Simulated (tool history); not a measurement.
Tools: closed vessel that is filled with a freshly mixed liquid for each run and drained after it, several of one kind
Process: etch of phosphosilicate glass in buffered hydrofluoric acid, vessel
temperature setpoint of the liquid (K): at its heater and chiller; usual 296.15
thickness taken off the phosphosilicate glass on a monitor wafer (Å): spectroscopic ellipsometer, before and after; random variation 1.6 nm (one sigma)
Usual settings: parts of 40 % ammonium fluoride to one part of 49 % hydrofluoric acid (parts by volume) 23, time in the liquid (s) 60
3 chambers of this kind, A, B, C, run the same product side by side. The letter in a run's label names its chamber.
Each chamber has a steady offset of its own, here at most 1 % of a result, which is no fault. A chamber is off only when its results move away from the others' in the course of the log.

run  hour  temperature setpoint of the liquid (K)  parts of 40 % ammonium fluoride to one part of 49 % hydrofluoric acid (parts by volume)  time in the liquid (s)  hours since the thermometer was replaced  hours since the hydrofluoric acid flow meter was replaced  read-back film thickness of the phosphosilicate glass reference wafer, read on the same gauge (nm)  thickness taken off the phosphosilicate glass on a monitor wafer (Å)
 1C   2.4                                  296.15                                                                                       23                      60                                    1180.1                                                      239.1                                                                                              79.997                                                                2132.3
 2B   5.1                                  296.15                                                                                       23                      60                                      63.6                                                      117.7                                                                                               79.99                                                                2111.4
 3A   8.5                                  296.15                                                                                       23                      60                                       9.1                                                       1273                                                                                              79.996                                                                2069.8
 4C  12.8                                  296.15                                                                                       23                      60                                    1190.5                                                      249.5                                                                                              80.001                                                                2097.9
 5A  15.9                                  296.15                                                                                       23                      60                                      16.5                                                     1280.4                                                                                              79.998                                                                2086.1
 6B  18.2                                  296.15                                                                                       23                      60                                      76.7                                                      130.8                                                                                              79.996                                                                2151.2
 7B  21.1                                  296.15                                                                                     27.5                      60                                      79.6                                                      133.7                                                                                               80.02                                                                1849.9
 8A  24.1                                  296.15                                                                                     27.5                      60                                      24.7                                                     1288.6                                                                                              79.991                                                                  1859
 9C  28.3                                  296.15                                                                                     27.5                      60                                      1206                                                        265                                                                                              79.999                                                                1856.3
10A  31.4                                  296.15                                                                                       23                      60                                        32                                                     1295.9                                                                                              80.008                                                                2098.1
11B  33.5                                  296.15                                                                                       23                      60                                        92                                                      146.1                                                                                              80.024                                                                2120.5
12C    37                                  296.15                                                                                       23                      60                                    1214.7                                                      273.7                                                                                              79.982                                                                2109.4
13A  41.1                                  296.15                                                                                       23                      90                                      41.7                                                     1305.6                                                                                                  80                                                                3147.7
14C  43.5                                  296.15                                                                                       23                      90                                    1221.2                                                      280.2                                                                                              79.991                                                                  3139
15B  47.1                                  296.15                                                                                       23                      90                                     105.6                                                      159.7                                                                                              80.013                                                                3156.2
16C  50.6                                  296.15                                                                                       23                      60                                    1228.3                                                      287.3                                                                                              79.998                                                                2105.8
17A  54.2                                  296.15                                                                                       23                      60                                      54.8                                                     1318.7                                                                                              79.994                                                                2089.7
18B  57.8                                  296.15                                                                                       23                      60                                     116.3                                                      170.4                                                                                              79.993                                                                  2134
19B  59.9                                  296.15                                                                                       23                      60                                     118.4                                                      172.5                                                                                              80.004                                                                2142.8
20C  62.6                                  296.15                                                                                     14.5                      60                                    1240.3                                                      299.3                                                                                                  80                                                                  3166
21A  66.6                                  296.15                                                                                     14.5                      60                                      67.2                                                     1331.1                                                                                              80.018                                                                3194.3
22A  69.4                                  296.15                                                                                     14.5                      60                                        70                                                     1333.9                                                                                              79.982                                                                3131.3
23B    72                                  296.15                                                                                       23                      60                                     130.5                                                      184.6                                                                                              79.986                                                                2117.7
24C  75.1                                  296.15                                                                                       23                      60                                    1252.8                                                      311.8                                                                                              80.007                                                                2091.8
25A  77.5                                  296.15                                                                                       23                      60                                      78.1                                                       1342                                                                                              79.992                                                                2092.6
26B  80.5                                  296.15                                                                                       23                      60                                       139                                                      193.1                                                                                              80.014                                                                2122.9
27C  84.3                                  296.15                                                                                       23                      60                                      1262                                                        321                                                                                              80.001                                                                  2103
     87.5  -- chamber A: hydrofluoric acid flow meter replaced
28A  88.1                                  296.15                                                                                       23                      60                                      88.7                                                        0.6                                                                                              80.002                                                                2052.3
29C    90                                  296.15                                                                                       23                      60                                    1267.7                                                      326.7                                                                                              79.995                                                                2081.7
30B  93.2                                  296.15                                                                                       23                      60                                     151.7                                                      205.8                                                                                                  80                                                                2116.5
31B  95.2                                  296.15                                                                                       23                      60                                     153.7                                                      207.8                                                                                              79.993                                                                2114.5
32A  98.6                                  296.15                                                                                       16                      90                                      99.2                                                       11.1                                                                                              79.987                                                                  4301

What goes on in this fleet: one chamber off, a drifting gauge, or nothing beyond the chambers' own small offsets? Name the chamber and the cause, if any.

No chamber stands off beyond its own small offset, and the gauge holds steady.
